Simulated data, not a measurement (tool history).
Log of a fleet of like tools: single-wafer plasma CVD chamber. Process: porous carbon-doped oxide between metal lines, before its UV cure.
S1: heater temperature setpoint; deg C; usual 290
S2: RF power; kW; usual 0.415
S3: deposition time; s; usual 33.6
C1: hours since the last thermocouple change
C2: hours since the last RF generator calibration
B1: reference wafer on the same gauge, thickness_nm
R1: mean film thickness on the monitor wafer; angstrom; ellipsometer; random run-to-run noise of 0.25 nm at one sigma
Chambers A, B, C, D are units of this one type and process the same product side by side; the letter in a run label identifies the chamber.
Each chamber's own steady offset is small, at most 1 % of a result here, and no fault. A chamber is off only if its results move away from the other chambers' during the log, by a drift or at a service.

| run | hour | S1 | S2 | S3 | C1 | C2 | B1 | R1 |
|---|---|---|---|---|---|---|---|---|
| 1A | 7.4 | 290 | 0.415 | 33.6 | 1960 | 486.3 | 147.1 | 1664.6 |
| 2C | 12.3 | 290 | 0.415 | 33.6 | 341.6 | 363.6 | 147.11 | 1677.7 |
| 3D | 17.4 | 290 | 0.415 | 33.6 | 903.3 | 1074.1 | 147.08 | 1684.3 |
| 4B | 24.2 | 290 | 0.415 | 33.6 | 940.9 | 309 | 147.06 | 1673.3 |
| 5A | 30.8 | 299 | 0.415 | 33.6 | 1983.4 | 509.7 | 147.2 | 1582.6 |
| 6D | 36 | 299 | 0.415 | 33.6 | 921.9 | 1092.7 | 147.21 | 1599.2 |
| 7B | 42.6 | 299 | 0.415 | 33.6 | 959.3 | 327.4 | 147.21 | 1588.5 |
| 8C | 47.7 | 299 | 0.415 | 33.6 | 377 | 399 | 147.25 | 1592.7 |
| 9D | 53.4 | 290 | 0.415 | 31.2 | 939.3 | 1110.1 | 147.24 | 1573.4 |
| 10A | 58 | 290 | 0.415 | 31.2 | 2010.6 | 536.9 | 147.33 | 1554 |
| 11B | 64 | 290 | 0.415 | 31.2 | 980.7 | 348.8 | 147.34 | 1561.3 |
| 12C | 71.1 | 290 | 0.415 | 31.2 | 400.4 | 422.4 | 147.33 | 1562.9 |
| 13C | 74.8 | 290 | 0.415 | 33.6 | 404.1 | 426.1 | 147.39 | 1679.5 |
| 14D | 82.2 | 290 | 0.415 | 33.6 | 968.1 | 1138.9 | 147.47 | 1688.9 |
| 15A | 87.1 | 290 | 0.415 | 33.6 | 2039.7 | 566 | 147.43 | 1668.7 |
| 16B | 94 | 290 | 0.415 | 33.6 | 1010.7 | 378.8 | 147.48 | 1674.1 |
| 17D | 100.1 | 290 | 0.415 | 33.6 | 986 | 1156.8 | 147.56 | 1688.8 |
| 18B | 104.3 | 290 | 0.415 | 33.6 | 1021 | 389.1 | 147.53 | 1671.6 |
| 19C | 108.7 | 290 | 0.415 | 33.6 | 438 | 460 | 147.54 | 1683.9 |
| 20A | 112.9 | 290 | 0.415 | 33.6 | 2065.5 | 591.8 | 147.53 | 1670.4 |
| 21C | 119.6 | 281 | 0.415 | 33.6 | 448.9 | 470.9 | 147.56 | 1785.2 |
|  | 121.2 | chamber D: RF generator calibrated |
| 22D | 126.4 | 281 | 0.415 | 33.6 | 1012.3 | 5.3 | 147.61 | 1781.7 |
| 23A | 133.9 | 281 | 0.415 | 33.6 | 2086.5 | 612.8 | 147.65 | 1768.9 |
| 24B | 139.2 | 281 | 0.415 | 33.6 | 1055.9 | 424 | 147.68 | 1770.6 |
| 25B | 146.6 | 290 | 0.415 | 33.6 | 1063.3 | 431.4 | 147.73 | 1676 |
| 26C | 153.2 | 290 | 0.415 | 33.6 | 482.5 | 504.5 | 147.72 | 1681.9 |
| 27D | 160 | 290 | 0.415 | 33.6 | 1045.9 | 38.9 | 147.77 | 1692.8 |
| 28A | 164.2 | 278 | 0.415 | 31.4 | 2116.8 | 643.1 | 147.82 | 1686.8 |
| 29A | 168.3 | 278 | 0.415 | 31.4 | 2120.9 | 647.2 | 147.82 | 1687.7 |
| 30D | 176.1 | 278 | 0.415 | 31.4 | 1062 | 55 | 147.85 | 1709.6 |
| 31B | 181.7 | 278 | 0.415 | 31.4 | 1098.4 | 466.5 | 147.91 | 1692.2 |

For the next run the whole fleet of 4 chambers uses the same settings. Give each chamber's results:
| 32A | 187.5 | 290 | 0.375 | 33.6 |  |  |  | ? |
| 32B | 187.5 | 290 | 0.375 | 33.6 |  |  |  | ? |
| 32C | 187.5 | 290 | 0.375 | 33.6 |  |  |  | ? |
| 32D | 187.5 | 290 | 0.375 | 33.6 |  |  |  | ? |

| run | R1 |
|---|---|
| 32A | 1547.4 |
| 32B | 1549.4 |
| 32C | 1561 |
| 32D | 1562.5 |
